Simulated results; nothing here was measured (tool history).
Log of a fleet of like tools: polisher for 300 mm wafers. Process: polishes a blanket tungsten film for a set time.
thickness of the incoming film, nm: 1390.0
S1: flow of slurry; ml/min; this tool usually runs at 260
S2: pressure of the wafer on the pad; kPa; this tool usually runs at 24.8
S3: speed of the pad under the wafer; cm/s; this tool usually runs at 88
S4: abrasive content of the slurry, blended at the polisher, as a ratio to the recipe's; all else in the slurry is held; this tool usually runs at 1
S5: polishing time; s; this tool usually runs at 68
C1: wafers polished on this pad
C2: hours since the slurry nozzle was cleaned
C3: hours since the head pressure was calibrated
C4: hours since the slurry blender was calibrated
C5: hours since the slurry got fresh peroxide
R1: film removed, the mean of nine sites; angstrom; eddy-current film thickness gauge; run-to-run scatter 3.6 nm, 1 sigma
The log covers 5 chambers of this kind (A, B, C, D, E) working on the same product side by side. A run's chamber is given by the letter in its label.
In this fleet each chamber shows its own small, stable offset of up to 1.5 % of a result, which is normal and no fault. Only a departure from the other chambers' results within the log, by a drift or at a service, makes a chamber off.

| run | hour | S1 | S2 | S3 | S4 | S5 | C1 | C2 | C3 | C4 | C5 | R1 |
|---|---|---|---|---|---|---|---|---|---|---|---|---|
| 1B | 8.8 | 260 | 24.8 | 88 | 1 | 68 | 549 | 133.6 | 653.6 | 168.6 | 9.2 | 2853.8 |
|  | 10.1 | chamber D: slurry blender recalibrated |
|  | 10.2 | chamber D: worn pad replaced by a new one |
| 2E | 21.8 | 260 | 24.8 | 88 | 1 | 68 | 344 | 258.7 | 178.8 | 141.7 | 31.6 | 2841.4 |
| 3A | 31.4 | 260 | 24.8 | 88 | 1 | 68 | 701 | 272.4 | 128.6 | 148.8 | 158.5 | 2829.8 |
|  | 39.5 | chamber A: slurry blender recalibrated |
| 4C | 41.4 | 260 | 24.8 | 88 | 1 | 68 | 805 | 100.8 | 1209.2 | 85.6 | 126.4 | 2944.4 |
|  | 44 | chamber C: worn pad replaced by a new one |
| 5D | 50.8 | 260 | 24.8 | 88 | 1.15 | 48 | 327 | 499.7 | 442.8 | 40.7 | 94 | 2048.8 |
|  | 60.1 | chamber A: worn pad replaced by a new one |
| 6E | 61.3 | 260 | 24.8 | 88 | 1.15 | 48 | 662 | 298.2 | 218.3 | 181.2 | 71.1 | 2090.4 |
|  | 74.7 | chamber C: slurry tank refilled with fresh slurry and peroxide |
| 7B | 76.6 | 260 | 24.8 | 88 | 1.15 | 48 | 1094 | 201.4 | 721.4 | 236.4 | 77 | 2051.1 |
|  | 78.6 | chamber C: slurry blender recalibrated |
|  | 81.2 | chamber E: slurry tank refilled with fresh slurry and peroxide |
|  | 81.9 | chamber E: worn pad replaced by a new one |
| 8C | 88 | 260 | 24.8 | 88 | 1.15 | 48 | 354 | 147.4 | 1255.8 | 9.5 | 13.3 | 2091.5 |
|  | 90.8 | chamber B: worn pad replaced by a new one |
|  | 92.7 | chamber B: head pressure recalibrated |
| 9D | 96 | 260 | 24.8 | 88 | 1.15 | 48 | 690 | 544.9 | 488 | 85.9 | 139.2 | 2110 |
|  | 103.6 | chamber D: slurry nozzle cleaned |
|  | 108.7 | chamber C: head pressure recalibrated |
| 10A | 110.7 | 260 | 24.8 | 88 | 1 | 68 | 407 | 351.7 | 207.9 | 71.2 | 237.8 | 2885.4 |
| 11B | 117.6 | 260 | 24.8 | 88 | 1 | 68 | 216 | 242.4 | 24.9 | 277.4 | 118 | 2768.5 |
|  | 122.3 | chamber D: slurry blender recalibrated |
|  | 125.5 | chamber D: slurry tank refilled with fresh slurry and peroxide |
|  | 128.4 | chamber B: slurry blender recalibrated |
| 12A | 129.1 | 260 | 24.8 | 88 | 1 | 68 | 555 | 370.1 | 226.3 | 89.6 | 256.2 | 2920.8 |
| 13E | 143.3 | 260 | 24.8 | 88 | 1 | 68 | 495 | 380.2 | 300.3 | 263.2 | 62.1 | 2936.2 |
|  | 147.8 | chamber E: head pressure recalibrated |
|  | 152.4 | chamber B: slurry tank refilled with fresh slurry and peroxide |
| 14C | 156.2 | 260 | 24.8 | 88 | 1 | 68 | 903 | 215.6 | 47.6 | 77.7 | 81.5 | 2935.7 |
|  | 156.5 | chamber C: worn pad replaced by a new one |
|  | 163.9 | chamber E: slurry tank refilled with fresh slurry and peroxide |
| 15D | 167.1 | 260 | 24.8 | 88 | 1 | 68 | 1263 | 63.6 | 559.1 | 44.8 | 41.6 | 2823.4 |
|  | 167.8 | chamber A: worn pad replaced by a new one |
| 16B | 176.5 | 260 | 24.8 | 88 | 1 | 68 | 690 | 301.3 | 83.8 | 48.2 | 24.1 | 2870.5 |
|  | 180.6 | chamber C: slurry blender recalibrated |
| 17C | 183.8 | 260 | 24.8 | 88 | 1 | 68 | 220 | 243.2 | 75.2 | 3.3 | 109.1 | 2868.1 |
|  | 188.6 | chamber E: worn pad replaced by a new one |
| 18A | 191.1 | 260 | 31.7 | 88 | 1 | 68 | 187 | 432.1 | 288.3 | 151.6 | 318.2 | 3576.9 |
| 19E | 205.7 | 260 | 31.7 | 88 | 1 | 68 | 138 | 442.6 | 58 | 325.6 | 41.8 | 3605 |
|  | 210.1 | chamber D: worn pad replaced by a new one |
|  | 215.4 | chamber A: slurry blender recalibrated |
| 20D | 217.5 | 260 | 31.7 | 88 | 1 | 68 | 60 | 114 | 609.5 | 95.2 | 92 | 3705.9 |
| 21E | 231.5 | 260 | 31.7 | 88 | 1 | 68 | 345 | 468.4 | 83.8 | 351.4 | 67.6 | 3700.4 |
|  | 235.3 | chamber B: worn pad replaced by a new one |
|  | 235.5 | chamber C: slurry tank refilled with fresh slurry and peroxide |
|  | 238.2 | chamber D: slurry blender recalibrated |
| 22C | 243.6 | 260 | 31.7 | 88 | 1 | 68 | 701 | 303 | 135 | 63.1 | 8.1 | 3721.8 |
|  | 246.5 | chamber E: slurry tank refilled with fresh slurry and peroxide |
| 23B | 252.8 | 260 | 24.8 | 88 | 1 | 68 | 141 | 377.6 | 160.1 | 124.5 | 100.4 | 2827.4 |
| 24D | 262 | 335 | 24.8 | 88 | 1 | 59 | 418 | 158.5 | 654 | 23.8 | 136.5 | 2547.3 |
| 25A | 268.8 | 335 | 24.8 | 88 | 1 | 59 | 813 | 509.8 | 366 | 53.4 | 395.9 | 2406.8 |
|  | 269 | chamber A: slurry nozzle cleaned |
|  | 270.5 | chamber D: head pressure recalibrated |
|  | 273.9 | chamber C: worn pad replaced by a new one |
|  | 277.4 | chamber E: worn pad replaced by a new one |
|  | 278.1 | chamber A: worn pad replaced by a new one |
| 26D | 279.5 | 335 | 24.8 | 88 | 1 | 59 | 559 | 176 | 9 | 41.3 | 154 | 2456.6 |
| 27B | 290.5 | 335 | 24.8 | 88 | 1 | 59 | 444 | 415.3 | 197.8 | 162.2 | 138.1 | 2555.5 |
|  | 292.3 | chamber C: slurry blender recalibrated |
| 28E | 305.4 | 335 | 24.8 | 88 | 1 | 59 | 225 | 542.3 | 157.7 | 425.3 | 59 | 2553.2 |
|  | 311.1 | chamber D: slurry tank refilled with fresh slurry and peroxide |
|  | 312.5 | chamber B: slurry tank refilled with fresh slurry and peroxide |
| 29A | 316.2 | 260 | 24.8 | 88 | 1 | 68 | 306 | 47.2 | 413.4 | 100.8 | 443.3 | 2593.7 |
| 30C | 326.2 | 260 | 24.8 | 88 | 1 | 68 | 421 | 385.6 | 217.6 | 33.9 | 90.7 | 2951.7 |
|  | 336.7 | chamber E: slurry tank refilled with fresh slurry and peroxide |
| 31A | 341.1 | 260 | 27.6 | 88 | 1.3 | 68 | 507 | 72.1 | 438.3 | 125.7 | 468.2 | 3099.6 |
| 32C | 351.1 | 260 | 27.6 | 88 | 1.3 | 68 | 622 | 410.5 | 242.5 | 58.8 | 115.6 | 3382.1 |
|  | 353.3 | chamber D: slurry blender recalibrated |
|  | 353.3 | chamber E: slurry blender recalibrated |
| 33D | 364.2 | 260 | 27.6 | 88 | 1.3 | 68 | 1241 | 260.7 | 93.7 | 10.9 | 53.1 | 3351.2 |
|  | 365.6 | chamber E: slurry nozzle cleaned |
| 34E | 373 | 260 | 27.6 | 88 | 1.3 | 68 | 770 | 7.4 | 225.3 | 19.7 | 36.4 | 3358.2 |
|  | 386.9 | chamber E: worn pad replaced by a new one |
| 35B | 388.2 | 260 | 27.6 | 88 | 1.3 | 68 | 1231 | 513 | 295.5 | 259.9 | 75.8 | 3379.6 |
|  | 391.8 | chamber B: worn pad replaced by a new one |
| 36B | 399.1 | 260 | 24.8 | 88 | 1 | 68 | 59 | 523.9 | 306.4 | 270.8 | 86.7 | 2849.6 |
| 37E | 408.3 | 260 | 24.8 | 88 | 1 | 68 | 172 | 42.7 | 260.6 | 55 | 71.7 | 2851.8 |

Which is it: a chamber that has drifted or been left off by a service, a gauge drift common to all chambers, or only each chamber's usual small offset? If a chamber is off, name it and its likeliest cause.

Little by little, chamber A moves away from the other chambers.
What lies behind it: peroxide lost from the slurry, % = 32.2.
With only this log, it may be confused with: head's pressure below its setpoint, %.

Here are 4 candidates for chamber A's next run, each the usual settings with a change, their results left as question marks. Which one brings its results back in line with what the others give on the usual settings?
In line here means within this much of the mean the other chambers give on the usual settings: R1 120 angstrom
| 38A-1 | 419.6 | 260 | 24.8 | 88 | 0.95 | 58 |  |  |  |  |  | ? |
| 38A-2 | 419.6 | 260 | 24.8 | 88 | 1.05 | 86 |  |  |  |  |  | ? |
| 38A-3 | 419.6 | 260 | 26.2 | 92 | 1 | 72 |  |  |  |  |  | ? |
| 38A-4 | 419.6 | 260 | 22.1 | 78 | 1 | 68 |  |  |  |  |  | ? |

Average result of the remaining chambers running the usual settings: R1 2869.2 angstrom
| run | R1 |
|---|---|
| 38A-1 | 2058.7 |
| 38A-2 | 3124.7 |
| 38A-3 | 2853.8 |
| 38A-4 | 1925.3 |
38A-3 is the one that brings the chamber's results back in line with the other chambers.

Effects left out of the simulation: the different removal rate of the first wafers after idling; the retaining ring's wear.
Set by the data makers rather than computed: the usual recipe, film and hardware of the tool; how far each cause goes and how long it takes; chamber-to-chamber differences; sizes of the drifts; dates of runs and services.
